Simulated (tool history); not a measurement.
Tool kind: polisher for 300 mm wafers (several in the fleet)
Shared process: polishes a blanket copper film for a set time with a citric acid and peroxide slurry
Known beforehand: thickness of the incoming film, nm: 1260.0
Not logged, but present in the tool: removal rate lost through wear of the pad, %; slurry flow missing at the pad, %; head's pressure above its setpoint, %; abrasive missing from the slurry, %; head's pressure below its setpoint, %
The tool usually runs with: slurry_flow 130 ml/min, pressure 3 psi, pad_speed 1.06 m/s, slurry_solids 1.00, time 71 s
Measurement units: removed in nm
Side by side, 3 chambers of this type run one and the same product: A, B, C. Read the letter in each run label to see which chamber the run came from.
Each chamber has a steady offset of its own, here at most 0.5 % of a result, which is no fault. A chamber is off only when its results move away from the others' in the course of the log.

| run | hour | slurry_flow | pressure | pad_speed | slurry_solids | time | wafers polished on this pad | hours since the slurry nozzle was cleaned | hours since the head pressure was calibrated | hours since the slurry blender was calibrated | removed |
|---|---|---|---|---|---|---|---|---|---|---|---|
| 1A | 6.1 | 130 | 3 | 1.06 | 1.00 | 71 | 233 | 33.9 | 114.7 | 112.1 | 182.72 |
|  | 8.2 | chamber C: worn pad replaced by a new one |
| 2B | 14.2 | 130 | 3 | 1.06 | 1.00 | 71 | 1025 | 573.6 | 478.3 | 51.3 | 180.93 |
| 3C | 19.7 | 130 | 3 | 1.06 | 1.00 | 71 | 119 | 662.6 | 332.4 | 255.6 | 185.47 |
|  | 21.3 | chamber C: slurry nozzle cleaned |
| 4C | 25.6 | 130 | 3 | 1.06 | 1.00 | 71 | 180 | 4.3 | 338.3 | 261.5 | 185.67 |
| 5B | 35.5 | 130 | 3 | 1.06 | 1.00 | 71 | 1246 | 594.9 | 499.6 | 72.6 | 183.08 |
| 6A | 42.4 | 130 | 3 | 1.06 | 1.00 | 71 | 608 | 70.2 | 151.0 | 148.4 | 182.54 |
|  | 47.9 | chamber B: worn pad replaced by a new one |
|  | 49.5 | chamber C: slurry blender recalibrated |
| 7C | 49.6 | 130 | 3 | 1.06 | 1.00 | 71 | 428 | 28.3 | 362.3 | 0.1 | 187.49 |
| 8B | 59.0 | 130 | 3 | 1.06 | 1.15 | 71 | 115 | 618.4 | 523.1 | 96.1 | 190.45 |
| 9A | 63.8 | 130 | 3 | 1.06 | 1.15 | 71 | 830 | 91.6 | 172.4 | 169.8 | 191.30 |
|  | 69.7 | chamber C: worn pad replaced by a new one |
|  | 74.0 | chamber A: worn pad replaced by a new one |
| 10C | 74.3 | 130 | 3 | 1.06 | 1.15 | 71 | 48 | 53.0 | 387.0 | 24.8 | 192.18 |
| 11A | 82.8 | 130 | 3 | 1.18 | 1.00 | 71 | 91 | 110.6 | 191.4 | 188.8 | 208.23 |
| 12B | 90.9 | 130 | 3 | 1.18 | 1.00 | 71 | 445 | 650.3 | 555.0 | 128.0 | 201.53 |
|  | 93.2 | chamber A: slurry blender recalibrated |
| 13B | 99.7 | 130 | 3 | 1.18 | 1.00 | 71 | 536 | 659.1 | 563.8 | 136.8 | 204.48 |
| 14C | 109.1 | 130 | 3 | 1.06 | 1.00 | 71 | 408 | 87.8 | 421.8 | 59.6 | 184.15 |
|  | 113.3 | chamber B: slurry blender recalibrated |
| 15A | 114.5 | 130 | 3 | 1.06 | 1.00 | 71 | 419 | 142.3 | 223.1 | 21.3 | 189.72 |
| 16A | 124.3 | 130 | 3 | 1.06 | 1.00 | 71 | 520 | 152.1 | 232.9 | 31.1 | 195.34 |
| 17B | 129.5 | 130 | 3 | 1.06 | 1.00 | 71 | 844 | 688.9 | 593.6 | 16.2 | 182.97 |
|  | 133.2 | chamber C: worn pad replaced by a new one |
| 18C | 139.5 | 145 | 3 | 1.06 | 0.75 | 71 | 66 | 118.2 | 452.2 | 90.0 | 178.30 |
| 19C | 148.5 | 145 | 3 | 1.06 | 0.75 | 71 | 159 | 127.2 | 461.2 | 99.0 | 178.85 |
| 20A | 154.7 | 145 | 3 | 1.06 | 0.75 | 71 | 834 | 182.5 | 263.3 | 61.5 | 190.88 |
| 21B | 160.5 | 130 | 3 | 1.06 | 1.00 | 71 | 1165 | 719.9 | 624.6 | 47.2 | 184.56 |
| 22C | 167.0 | 130 | 3 | 1.06 | 1.00 | 71 | 350 | 145.7 | 479.7 | 117.5 | 185.02 |
|  | 167.2 | chamber A: worn pad replaced by a new one |
| 23A | 176.4 | 130 | 3 | 1.06 | 1.00 | 71 | 95 | 204.2 | 285.0 | 83.2 | 198.79 |
|  | 184.4 | chamber B: worn pad replaced by a new one |
| 24B | 184.6 | 130 | 3 | 1.06 | 1.10 | 85 | 2 | 744.0 | 648.7 | 71.3 | 221.17 |
| 25A | 190.0 | 130 | 3 | 1.06 | 1.10 | 85 | 236 | 217.8 | 298.6 | 96.8 | 242.93 |
| 26B | 196.6 | 130 | 3 | 1.06 | 1.10 | 85 | 126 | 756.0 | 660.7 | 83.3 | 223.95 |
|  | 196.7 | chamber C: worn pad replaced by a new one |
| 27C | 206.6 | 130 | 3 | 1.06 | 1.00 | 71 | 102 | 185.3 | 519.3 | 157.1 | 183.39 |
| 28A | 216.7 | 130 | 3 | 1.06 | 1.00 | 71 | 512 | 244.5 | 325.3 | 123.5 | 203.49 |

All 3 chambers run these settings next. Forecast each chamber's results:
| 29A | 224.4 | 130 | 3 | 1.06 | 1.00 | 71 |  |  |  |  | ? |
| 29B | 224.4 | 130 | 3 | 1.06 | 1.00 | 71 |  |  |  |  | ? |
| 29C | 224.4 | 130 | 3 | 1.06 | 1.00 | 71 |  |  |  |  | ? |

| run | removed |
|---|---|
| 29A | 203.25 |
| 29B | 182.97 |
| 29C | 184.70 |
